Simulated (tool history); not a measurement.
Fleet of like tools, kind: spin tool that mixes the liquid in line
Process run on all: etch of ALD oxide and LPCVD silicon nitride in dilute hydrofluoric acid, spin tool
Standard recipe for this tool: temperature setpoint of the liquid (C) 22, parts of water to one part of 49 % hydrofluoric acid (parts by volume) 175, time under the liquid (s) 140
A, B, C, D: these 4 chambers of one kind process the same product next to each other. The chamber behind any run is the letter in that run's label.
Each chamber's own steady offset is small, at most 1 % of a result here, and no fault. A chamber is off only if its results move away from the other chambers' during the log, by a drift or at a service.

run	day	temperature setpoint of the liquid (C)	parts of water to one part of 49 % hydrofluoric acid (parts by volume)	time under the liquid (s)	read-back film thickness of the ALD oxide reference wafer, read on the same gauge (nm)	read-back film thickness of the LPCVD silicon nitride reference wafer, read on the same gauge (nm)	thickness taken off the ALD oxide on a monitor wafer (angstrom)	thickness taken off the LPCVD silicon nitride on a monitor wafer (angstrom)
1B	0.133	22	175	140	99.987	129.98	104.300	3.7201
2A	0.367	22	175	140	100.010	130.03	105.920	4.0174
3C	0.525	22	175	140	100.010	129.98	103.530	3.8577
4D	0.721	22	175	140	99.964	130.00	103.730	3.3888
5C	0.842	22	175	75	99.976	129.97	55.935	2.0272
6D	1.029	22	175	75	99.990	130.02	54.279	1.9482
7B	1.167	22	175	75	100.010	129.99	54.675	1.9376
8A	1.338	22	175	75	99.990	129.95	54.648	1.9956
9C	1.579	22	175	140	99.983	130.02	102.870	3.7456
10A	1.771	22	175	65	99.980	130.03	47.038	1.8937
11D	1.879	22	175	65	100.000	129.97	47.335	1.7263
12B	2.029	22	175	65	99.973	130.00	48.253	1.8163
13D	2.217	22	175	65	100.040	130.02	48.278	1.7727
14A	2.354	22	175	140	100.030	129.97	105.690	3.7005
15B	2.600	22	175	140	100.010	130.02	102.640	3.5992
16C	2.754	22	175	140	100.000	129.98	103.300	3.6501
17C	2.942	22	175	140	100.020	129.97	103.740	3.3804
18D	3.179	22	175	140	100.030	130.04	106.390	3.6530
19B	3.312	22	175	140	100.020	130.06	105.440	3.8675
20A	3.429	22	175	140	100.030	130.01	104.750	3.5578
21D	3.575	20	175	110	99.992	130.05	78.299	2.8310
22C	3.804	20	175	110	99.987	130.05	74.684	2.6234
23A	3.917	20	175	110	99.997	129.98	75.565	2.6514
24B	4.104	20	175	110	100.020	130.00	74.536	2.6732
25B	4.312	22	175	140	100.020	129.97	105.170	3.4214
26D	4.558	22	175	140	99.995	130.03	113.360	3.9268
27C	4.717	22	175	140	99.972	130.00	105.760	3.7786
28A	4.933	22	145	140	100.040	129.95	129.240	4.5109
29A	5.162	22	145	140	100.020	129.99	128.960	4.8181
30D	5.292	22	145	140	100.010	130.02	140.620	5.0834
31C	5.425	22	145	140	100.000	130.00	128.860	4.1422
32B	5.550	22	175	140	99.968	130.03	101.730	3.8602
33D	5.771	22	250	140	99.989	130.00	75.657	2.8626
34C	5.933	22	250	140	100.030	130.03	69.494	2.4637
35B	6.108	22	250	140	99.982	130.00	66.200	2.5281
36A	6.283	22	250	140	99.993	129.99	67.941	2.6327
37B	6.521	22	175	140	100.010	129.95	103.740	3.8508

One chamber off, gauge drift, or nothing amiss beyond the chambers' own small offsets? If it is a chamber, which one, and what is the likeliest cause?

Little by little, chamber D moves away from the other chambers.
Most likely cause: hydrofluoric acid flow above the setpoint (%) = 11.7.

Here are 4 candidates for chamber D's next run, each the usual settings with a change, their results left as question marks. Which one brings its results back in line with what the others give on the usual settings?
In-line tolerance around the mean of the other chambers on the usual settings: thickness taken off the ALD oxide on a monitor wafer (angstrom) 3.500; thickness taken off the LPCVD silicon nitride on a monitor wafer (angstrom) 0.7000
38D-1	6.700	22	185	130			?	?
38D-2	6.700	22	165	150			?	?
38D-3	6.700	22	170	145			?	?
38D-4	6.700	22	180	135			?	?

The other chambers' mean on the usual settings: thickness taken off the ALD oxide on a monitor wafer (angstrom) 103.820; thickness taken off the LPCVD silicon nitride on a monitor wafer (angstrom) 3.7445
run	thickness taken off the ALD oxide on a monitor wafer (angstrom)	thickness taken off the LPCVD silicon nitride on a monitor wafer (angstrom)
38D-1	103.010	3.6173
38D-2	136.100	4.6765
38D-3	127.020	4.3883
38D-4	110.520	3.8601
38D-1 is the one that brings the chamber's results back in line with the other chambers.
